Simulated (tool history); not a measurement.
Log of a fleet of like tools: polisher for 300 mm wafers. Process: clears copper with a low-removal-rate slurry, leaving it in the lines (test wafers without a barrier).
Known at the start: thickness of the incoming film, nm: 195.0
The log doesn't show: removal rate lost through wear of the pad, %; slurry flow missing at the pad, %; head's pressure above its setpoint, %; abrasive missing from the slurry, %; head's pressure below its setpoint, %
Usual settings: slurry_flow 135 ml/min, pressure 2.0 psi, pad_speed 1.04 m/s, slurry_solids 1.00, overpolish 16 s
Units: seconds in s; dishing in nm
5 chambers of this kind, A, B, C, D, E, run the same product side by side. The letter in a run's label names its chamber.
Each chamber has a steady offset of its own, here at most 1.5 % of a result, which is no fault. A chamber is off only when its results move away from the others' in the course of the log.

run	hour	slurry_flow	pressure	pad_speed	slurry_solids	overpolish	wafers polished on this pad	hours since the slurry nozzle was cleaned	hours since the head pressure was calibrated	hours since the slurry blender was calibrated	seconds	dishing
1E	5.6	135	2.0	1.04	1.00	16	965	745.0	298.0	170.9	85.214	24.171
# hour 9.0: chamber E: worn pad replaced by a new one
# hour 11.4: chamber C: worn pad replaced by a new one
# hour 14.9: chamber B: worn pad replaced by a new one
2D	15.2	135	2.0	1.04	1.00	16	908	172.2	814.8	212.5	88.211	24.490
# hour 23.3: chamber D: slurry blender recalibrated
3A	23.5	135	2.0	1.04	1.00	16	632	279.7	763.9	59.6	84.807	24.590
4B	34.7	135	2.0	1.04	1.00	16	190	569.8	940.5	183.8	87.588	24.625
# hour 40.1: chamber A: worn pad replaced by a new one
5C	42.5	165	2.0	1.04	1.15	16	298	204.4	508.6	246.6	82.141	25.811
6E	52.4	165	2.0	1.04	1.15	16	417	791.8	344.8	217.7	82.787	25.732
# hour 58.0: chamber A: slurry nozzle cleaned
7C	62.5	165	2.0	1.04	1.15	16	490	224.4	528.6	266.6	80.645	25.943
# hour 66.3: chamber D: worn pad replaced by a new one
# hour 69.7: chamber B: slurry blender recalibrated
8B	70.9	165	2.0	1.04	1.15	16	538	606.0	976.7	1.3	83.047	25.616
9A	77.6	165	2.0	1.04	1.15	16	360	19.6	818.0	113.7	85.561	26.334
10D	88.5	135	2.0	1.04	1.00	16	213	245.5	888.1	65.3	85.539	24.202
# hour 93.5: chamber C: slurry blender recalibrated
# hour 95.5: chamber E: slurry blender recalibrated
11C	98.4	135	2.0	1.04	1.00	16	835	260.3	564.5	4.9	85.085	24.662
12B	104.0	135	2.0	1.04	1.00	16	856	639.1	1009.8	34.4	91.233	24.176
# hour 111.1: chamber E: worn pad replaced by a new one
# hour 112.2: chamber B: worn pad replaced by a new one
13A	115.2	135	2.0	1.04	1.00	16	721	57.2	855.6	151.3	86.585	25.091
# hour 118.5: chamber E: head pressure recalibrated
# hour 120.2: chamber A: worn pad replaced by a new one
14D	120.7	135	2.0	1.04	1.00	16	522	277.7	920.3	97.5	86.115	24.658
15E	127.0	135	2.0	1.04	1.00	16	152	866.4	8.6	31.5	88.357	24.758
16E	134.7	135	2.0	1.04	1.00	16	226	874.1	16.3	39.2	88.062	24.863
# hour 139.2: chamber C: worn pad replaced by a new one
17B	139.9	135	2.0	1.04	1.00	16	266	675.0	1045.7	70.3	92.223	24.281
# hour 145.9: chamber C: slurry nozzle cleaned
18C	148.1	135	2.3	1.04	1.00	16	85	2.3	614.2	54.6	76.816	28.014
# hour 151.7: chamber B: slurry nozzle cleaned
19D	154.0	135	2.3	1.04	1.00	16	842	311.0	953.6	130.8	75.771	28.058
20A	161.3	135	2.3	1.04	1.00	16	394	103.3	901.7	197.4	74.725	27.862
21E	168.0	135	2.3	1.04	1.00	16	546	907.4	49.6	72.5	77.347	27.689
22C	179.2	135	2.3	1.04	1.00	16	384	33.4	645.3	85.7	74.940	27.536
23A	188.0	135	2.0	1.04	1.00	16	650	130.0	928.4	224.1	86.267	24.655
# hour 193.7: chamber A: worn pad replaced by a new one
24B	194.2	135	2.0	1.04	1.00	16	788	42.5	1100.0	124.6	89.811	24.511
# hour 200.6: chamber E: worn pad replaced by a new one
25D	201.3	135	1.7	1.24	1.00	16	1296	358.3	1000.9	178.1	85.536	24.569
# hour 201.4: chamber D: worn pad replaced by a new one
26E	208.4	135	1.7	1.24	1.00	16	75	947.8	90.0	112.9	84.232	24.608
27C	215.4	135	1.7	1.24	1.00	16	731	69.6	681.5	121.9	88.636	24.935
28A	225.6	135	1.7	1.24	1.00	16	306	167.6	966.0	261.7	85.416	24.952
# hour 226.2: chamber B: worn pad replaced by a new one
# hour 230.9: chamber E: slurry nozzle cleaned
29B	235.1	135	1.7	1.24	1.00	16	85	83.4	1140.9	165.5	86.927	24.295
30D	246.1	135	2.0	1.04	1.00	16	430	403.1	1045.7	222.9	86.669	24.690
31C	253.5	135	2.0	1.04	1.00	16	1097	107.7	719.6	160.0	88.252	24.654
# hour 259.0: chamber B: slurry blender recalibrated
32B	264.7	135	2.0	1.04	1.00	16	370	113.0	1170.5	5.8	89.949	23.827
# hour 266.6: chamber A: worn pad replaced by a new one
33A	270.7	135	2.0	1.20	1.00	12	39	212.7	1011.1	306.8	73.617	21.799
# hour 274.1: chamber D: slurry blender recalibrated
34E	279.5	135	2.0	1.20	1.00	12	758	48.6	161.1	184.0	78.339	21.693
35D	288.8	135	2.0	1.20	1.00	12	839	445.8	1088.4	14.8	74.680	21.760
36D	297.3	135	2.0	1.20	1.00	12	921	454.3	1096.9	23.3	78.292	21.842

Next, every chamber runs the same settings. What will each give?
37A	305.4	135	2.0	1.04	1.00	16					?	?
37B	305.4	135	2.0	1.04	1.00	16					?	?
37C	305.4	135	2.0	1.04	1.00	16					?	?
37D	305.4	135	2.0	1.04	1.00	16					?	?
37E	305.4	135	2.0	1.04	1.00	16					?	?

run	seconds	dishing
37A	87.382	24.398
37B	90.359	24.210
37C	85.001	24.529
37D	84.828	24.248
37E	89.709	23.717
